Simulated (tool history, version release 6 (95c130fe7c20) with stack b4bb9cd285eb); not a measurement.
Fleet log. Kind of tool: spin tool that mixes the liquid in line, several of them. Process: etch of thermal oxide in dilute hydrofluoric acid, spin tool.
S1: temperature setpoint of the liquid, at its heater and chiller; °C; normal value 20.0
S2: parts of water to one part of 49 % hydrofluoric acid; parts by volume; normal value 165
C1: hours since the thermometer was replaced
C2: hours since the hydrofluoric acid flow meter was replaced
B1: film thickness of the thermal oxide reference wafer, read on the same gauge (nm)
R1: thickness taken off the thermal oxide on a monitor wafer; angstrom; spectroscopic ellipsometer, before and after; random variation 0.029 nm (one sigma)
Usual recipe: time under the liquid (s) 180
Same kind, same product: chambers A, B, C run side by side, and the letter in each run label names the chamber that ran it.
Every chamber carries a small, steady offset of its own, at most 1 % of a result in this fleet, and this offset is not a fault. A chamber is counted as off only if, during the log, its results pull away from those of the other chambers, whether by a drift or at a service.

run 1B hour=7.0 | S1=20.0 S2=165 time_under_the_liquid_(s)=180 | C1=359.3 C2=1150.2 | B1=100.020 | R1=40.438
run 2A hour=13.3 | S1=20.0 S2=165 time_under_the_liquid_(s)=180 | C1=377.9 C2=1073.1 | B1=99.985 | R1=39.750
run 3C hour=18.3 | S1=20.0 S2=165 time_under_the_liquid_(s)=180 | C1=116.4 C2=847.2 | B1=100.010 | R1=40.049
run 4C hour=23.0 | S1=20.0 S2=165 time_under_the_liquid_(s)=180 | C1=121.1 C2=851.9 | B1=99.987 | R1=40.305
run 5A hour=29.1 | S1=20.0 S2=165 time_under_the_liquid_(s)=180 | C1=393.7 C2=1088.9 | B1=100.010 | R1=40.565
run 6B hour=35.5 | S1=20.0 S2=165 time_under_the_liquid_(s)=180 | C1=387.8 C2=1178.7 | B1=99.993 | R1=40.243
run 7A hour=39.4 | S1=20.0 S2=165 time_under_the_liquid_(s)=180 | C1=404.0 C2=1099.2 | B1=100.000 | R1=39.833
run 8C hour=44.7 | S1=25.0 S2=235 time_under_the_liquid_(s)=180 | C1=142.8 C2=873.6 | B1=100.030 | R1=32.085
run 9B hour=49.0 | S1=25.0 S2=235 time_under_the_liquid_(s)=180 | C1=401.3 C2=1192.2 | B1=100.010 | R1=31.639
run 10A hour=53.8 | S1=25.0 S2=235 time_under_the_liquid_(s)=180 | C1=418.4 C2=1113.6 | B1=100.020 | R1=31.810
run 11B hour=57.1 | S1=20.0 S2=165 time_under_the_liquid_(s)=180 | C1=409.4 C2=1200.3 | B1=100.000 | R1=39.814
run 12C hour=62.3 | S1=20.0 S2=165 time_under_the_liquid_(s)=180 | C1=160.4 C2=891.2 | B1=99.999 | R1=40.853
run 13A hour=67.7 | S1=20.0 S2=165 time_under_the_liquid_(s)=180 | C1=432.3 C2=1127.5 | B1=100.000 | R1=40.296
run 14B hour=72.2 | S1=20.0 S2=115 time_under_the_liquid_(s)=255 | C1=424.5 C2=1215.4 | B1=99.997 | R1=85.097
run 15C hour=79.1 | S1=20.0 S2=115 time_under_the_liquid_(s)=255 | C1=177.2 C2=908.0 | B1=99.975 | R1=87.397
run 16B hour=84.0 | S1=20.0 S2=115 time_under_the_liquid_(s)=255 | C1=436.3 C2=1227.2 | B1=100.010 | R1=83.343
run 17C hour=88.2 | S1=21.5 S2=195 time_under_the_liquid_(s)=180 | C1=186.3 C2=917.1 | B1=99.987 | R1=35.387
run 18A hour=94.8 | S1=21.5 S2=195 time_under_the_liquid_(s)=180 | C1=459.4 C2=1154.6 | B1=99.983 | R1=35.383
run 19A hour=100.5 | S1=21.5 S2=195 time_under_the_liquid_(s)=180 | C1=465.1 C2=1160.3 | B1=99.992 | R1=34.743
run 20B hour=104.7 | S1=20.0 S2=165 time_under_the_liquid_(s)=180 | C1=457.0 C2=1247.9 | B1=100.020 | R1=38.335
run 21C hour=108.9 | S1=20.0 S2=165 time_under_the_liquid_(s)=180 | C1=207.0 C2=937.8 | B1=99.988 | R1=41.220
run 22C hour=113.7 | S1=20.0 S2=165 time_under_the_liquid_(s)=180 | C1=211.8 C2=942.6 | B1=100.010 | R1=40.674
run 23A hour=118.3 | S1=20.0 S2=165 time_under_the_liquid_(s)=180 | C1=482.9 C2=1178.1 | B1=99.992 | R1=40.149
run 24B hour=125.2 | S1=20.0 S2=165 time_under_the_liquid_(s)=180 | C1=477.5 C2=1268.4 | B1=100.020 | R1=37.833
run 25C hour=132.6 | S1=20.0 S2=165 time_under_the_liquid_(s)=180 | C1=230.7 C2=961.5 | B1=100.010 | R1=40.529
run 26A hour=138.5 | S1=20.0 S2=165 time_under_the_liquid_(s)=180 | C1=503.1 C2=1198.3 | B1=100.000 | R1=40.788

Is one chamber off against the others, does the gauge drift, or is nothing wrong? If a chamber is off, say which, and what the likeliest cause is.

Little by little, chamber B moves away from the other chambers.
Likeliest cause: liquid colder than its thermometer reads (K) = 2.1.
Not necessarily distinguishable in this log from: hydrofluoric acid flow below the setpoint (%).

Below are 4 candidate recipes for chamber B's next run, each the usual settings with a change, their results shown as question marks. Which of them brings B's results back in line with what the other chambers give on the usual settings?
In line here means within this much of the mean the other chambers give on the usual settings: R1 1.000 angstrom
run 27B-1 hour=143.8 | S1=20.5 S2=155 time_under_the_liquid_(s)=180 | R1=?
run 27B-2 hour=143.8 | S1=20.0 S2=160 time_under_the_liquid_(s)=180 | R1=?
run 27B-3 hour=143.8 | S1=19.0 S2=165 time_under_the_liquid_(s)=180 | R1=?
run 27B-4 hour=143.8 | S1=20.0 S2=165 time_under_the_liquid_(s)=165 | R1=?

Average result of the remaining chambers running the usual settings: R1 40.343 angstrom
run=27B-1 R1=40.581
run=27B-2 R1=38.328
run=27B-3 R1=35.509
run=27B-4 R1=33.908
27B-1 brings the chamber back in line.
